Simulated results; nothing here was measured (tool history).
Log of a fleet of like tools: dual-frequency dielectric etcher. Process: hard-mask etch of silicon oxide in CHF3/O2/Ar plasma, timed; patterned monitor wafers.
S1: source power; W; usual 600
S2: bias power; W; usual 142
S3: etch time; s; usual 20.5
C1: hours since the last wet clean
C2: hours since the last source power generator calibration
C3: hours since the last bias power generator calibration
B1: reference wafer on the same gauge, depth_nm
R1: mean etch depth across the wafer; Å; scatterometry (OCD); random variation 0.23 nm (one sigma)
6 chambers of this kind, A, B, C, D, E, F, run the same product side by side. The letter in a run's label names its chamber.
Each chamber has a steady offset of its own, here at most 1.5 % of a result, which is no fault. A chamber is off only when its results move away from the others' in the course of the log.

{"day": 0.212, "done": "chamber E: wet clean of the chamber"}
{"run": "1C", "day": 0.296, "S1": 600, "S2": 142, "S3": 20.5, "C1": 542.8, "C2": 795.9, "C3": 1711.9, "B1": 36.333, "R1": 373.19}
{"run": "2F", "day": 0.683, "S1": 600, "S2": 142, "S3": 20.5, "C1": 65.9, "C2": 1848.6, "C3": 338.7, "B1": 36.325, "R1": 371.19}
{"run": "3A", "day": 0.988, "S1": 600, "S2": 142, "S3": 20.5, "C1": 314.3, "C2": 3563.4, "C3": 1033.7, "B1": 36.302, "R1": 379.6}
{"run": "4D", "day": 1.371, "S1": 600, "S2": 142, "S3": 20.5, "C1": 77.1, "C2": 831.9, "C3": 1618.5, "B1": 36.272, "R1": 372.7}
{"run": "5B", "day": 1.633, "S1": 600, "S2": 142, "S3": 20.5, "C1": 590.9, "C2": 373.7, "C3": 1250.3, "B1": 36.274, "R1": 371.36}
{"run": "6E", "day": 2.025, "S1": 600, "S2": 142, "S3": 20.5, "C1": 43.5, "C2": 2471.6, "C3": 600.1, "B1": 36.288, "R1": 373.17}
{"run": "7E", "day": 2.392, "S1": 600, "S2": 175, "S3": 26, "C1": 52.3, "C2": 2480.4, "C3": 608.9, "B1": 36.295, "R1": 504.36}
{"run": "8C", "day": 2.779, "S1": 600, "S2": 175, "S3": 26, "C1": 602.4, "C2": 855.5, "C3": 1771.5, "B1": 36.283, "R1": 504.1}
{"day": 2.858, "done": "chamber B: wet clean of the chamber"}
{"run": "9B", "day": 3.067, "S1": 600, "S2": 175, "S3": 26, "C1": 5, "C2": 408.1, "C3": 1284.7, "B1": 36.301, "R1": 501.06}
{"run": "10F", "day": 3.454, "S1": 600, "S2": 175, "S3": 26, "C1": 132.4, "C2": 1915.1, "C3": 405.2, "B1": 36.261, "R1": 507.6}
{"run": "11D", "day": 3.812, "S1": 600, "S2": 175, "S3": 26, "C1": 135.7, "C2": 890.5, "C3": 1677.1, "B1": 36.269, "R1": 512.15}
{"run": "12A", "day": 4.112, "S1": 600, "S2": 175, "S3": 26, "C1": 389.3, "C2": 3638.4, "C3": 1108.7, "B1": 36.245, "R1": 509.67}
{"run": "13E", "day": 4.354, "S1": 600, "S2": 142, "S3": 20.5, "C1": 99.4, "C2": 2527.5, "C3": 656, "B1": 36.261, "R1": 371.91}
{"day": 4.688, "done": "chamber C: wet clean of the chamber"}
{"run": "14C", "day": 4.767, "S1": 600, "S2": 142, "S3": 20.5, "C1": 1.9, "C2": 903.2, "C3": 1819.2, "B1": 36.289, "R1": 357.15}
{"run": "15B", "day": 5.15, "S1": 600, "S2": 142, "S3": 20.5, "C1": 55, "C2": 458.1, "C3": 1334.7, "B1": 36.282, "R1": 368.47}
{"run": "16F", "day": 5.396, "S1": 600, "S2": 142, "S3": 20.5, "C1": 179, "C2": 1961.7, "C3": 451.8, "B1": 36.291, "R1": 372.49}
{"run": "17A", "day": 5.712, "S1": 600, "S2": 142, "S3": 20.5, "C1": 427.7, "C2": 3676.8, "C3": 1147.1, "B1": 36.356, "R1": 375.64}
{"run": "18D", "day": 5.992, "S1": 600, "S2": 142, "S3": 20.5, "C1": 188, "C2": 942.8, "C3": 1729.4, "B1": 36.316, "R1": 379.56}
{"run": "19A", "day": 6.233, "S1": 600, "S2": 142, "S3": 22.5, "C1": 440.2, "C2": 3689.3, "C3": 1159.6, "B1": 36.344, "R1": 411.97}
{"run": "20D", "day": 6.567, "S1": 600, "S2": 142, "S3": 22.5, "C1": 201.8, "C2": 956.6, "C3": 1743.2, "B1": 36.361, "R1": 413.79}
{"run": "21C", "day": 7.0, "S1": 600, "S2": 142, "S3": 22.5, "C1": 55.5, "C2": 956.8, "C3": 1872.8, "B1": 36.309, "R1": 389.67}
{"run": "22E", "day": 7.421, "S1": 600, "S2": 142, "S3": 22.5, "C1": 173, "C2": 2601.1, "C3": 729.6, "B1": 36.314, "R1": 405.78}
{"run": "23B", "day": 7.792, "S1": 600, "S2": 142, "S3": 22.5, "C1": 118.4, "C2": 521.5, "C3": 1398.1, "B1": 36.323, "R1": 406.87}
{"run": "24F", "day": 8.25, "S1": 600, "S2": 142, "S3": 22.5, "C1": 247.5, "C2": 2030.2, "C3": 520.3, "B1": 36.258, "R1": 411.2}
{"run": "25C", "day": 8.55, "S1": 600, "S2": 142, "S3": 20.5, "C1": 92.7, "C2": 994, "C3": 1910, "B1": 36.276, "R1": 362.61}
{"run": "26D", "day": 9.029, "S1": 600, "S2": 142, "S3": 20.5, "C1": 260.9, "C2": 1015.7, "C3": 1802.3, "B1": 36.326, "R1": 372.5}
{"run": "27F", "day": 9.283, "S1": 460, "S2": 142, "S3": 20.5, "C1": 272.3, "C2": 2055, "C3": 545.1, "B1": 36.259, "R1": 335.56}
{"run": "28A", "day": 9.825, "S1": 460, "S2": 142, "S3": 20.5, "C1": 526.4, "C2": 3775.5, "C3": 1245.8, "B1": 36.287, "R1": 337.45}
{"run": "29B", "day": 10.096, "S1": 460, "S2": 142, "S3": 20.5, "C1": 173.7, "C2": 576.8, "C3": 1453.4, "B1": 36.327, "R1": 335.14}
{"run": "30E", "day": 10.575, "S1": 460, "S2": 142, "S3": 20.5, "C1": 248.7, "C2": 2676.8, "C3": 805.3, "B1": 36.31, "R1": 333.98}
{"run": "31F", "day": 10.842, "S1": 460, "S2": 142, "S3": 20.5, "C1": 309.7, "C2": 2092.4, "C3": 582.5, "B1": 36.302, "R1": 335.21}
{"run": "32E", "day": 11.238, "S1": 460, "S2": 142, "S3": 20.5, "C1": 264.6, "C2": 2692.7, "C3": 821.2, "B1": 36.263, "R1": 333.84}
{"run": "33D", "day": 11.592, "S1": 600, "S2": 142, "S3": 20.5, "C1": 322.4, "C2": 1077.2, "C3": 1863.8, "B1": 36.323, "R1": 374.63}
{"day": 11.667, "done": "chamber A: wet clean of the chamber"}
{"run": "34B", "day": 12.083, "S1": 600, "S2": 142, "S3": 20.5, "C1": 221.4, "C2": 624.5, "C3": 1501.1, "B1": 36.289, "R1": 369.65}
{"run": "35A", "day": 12.496, "S1": 650, "S2": 172, "S3": 20.5, "C1": 19.9, "C2": 3839.6, "C3": 1309.9, "B1": 36.322, "R1": 411.9}
{"run": "36C", "day": 12.825, "S1": 650, "S2": 172, "S3": 20.5, "C1": 195.3, "C2": 1096.6, "C3": 2012.6, "B1": 36.277, "R1": 391.66}

Next, every chamber runs the same settings. What will each give?
{"run": "37A", "day": 13.217, "S1": 600, "S2": 142, "S3": 20.5, "R1": "?"}
{"run": "37B", "day": 13.217, "S1": 600, "S2": 142, "S3": 20.5, "R1": "?"}
{"run": "37C", "day": 13.217, "S1": 600, "S2": 142, "S3": 20.5, "R1": "?"}
{"run": "37D", "day": 13.217, "S1": 600, "S2": 142, "S3": 20.5, "R1": "?"}
{"run": "37E", "day": 13.217, "S1": 600, "S2": 142, "S3": 20.5, "R1": "?"}
{"run": "37F", "day": 13.217, "S1": 600, "S2": 142, "S3": 20.5, "R1": "?"}

run=37A R1=375.21
run=37B R1=368.35
run=37C R1=354.75
run=37D R1=374.24
run=37E R1=372.94
run=37F R1=373.15
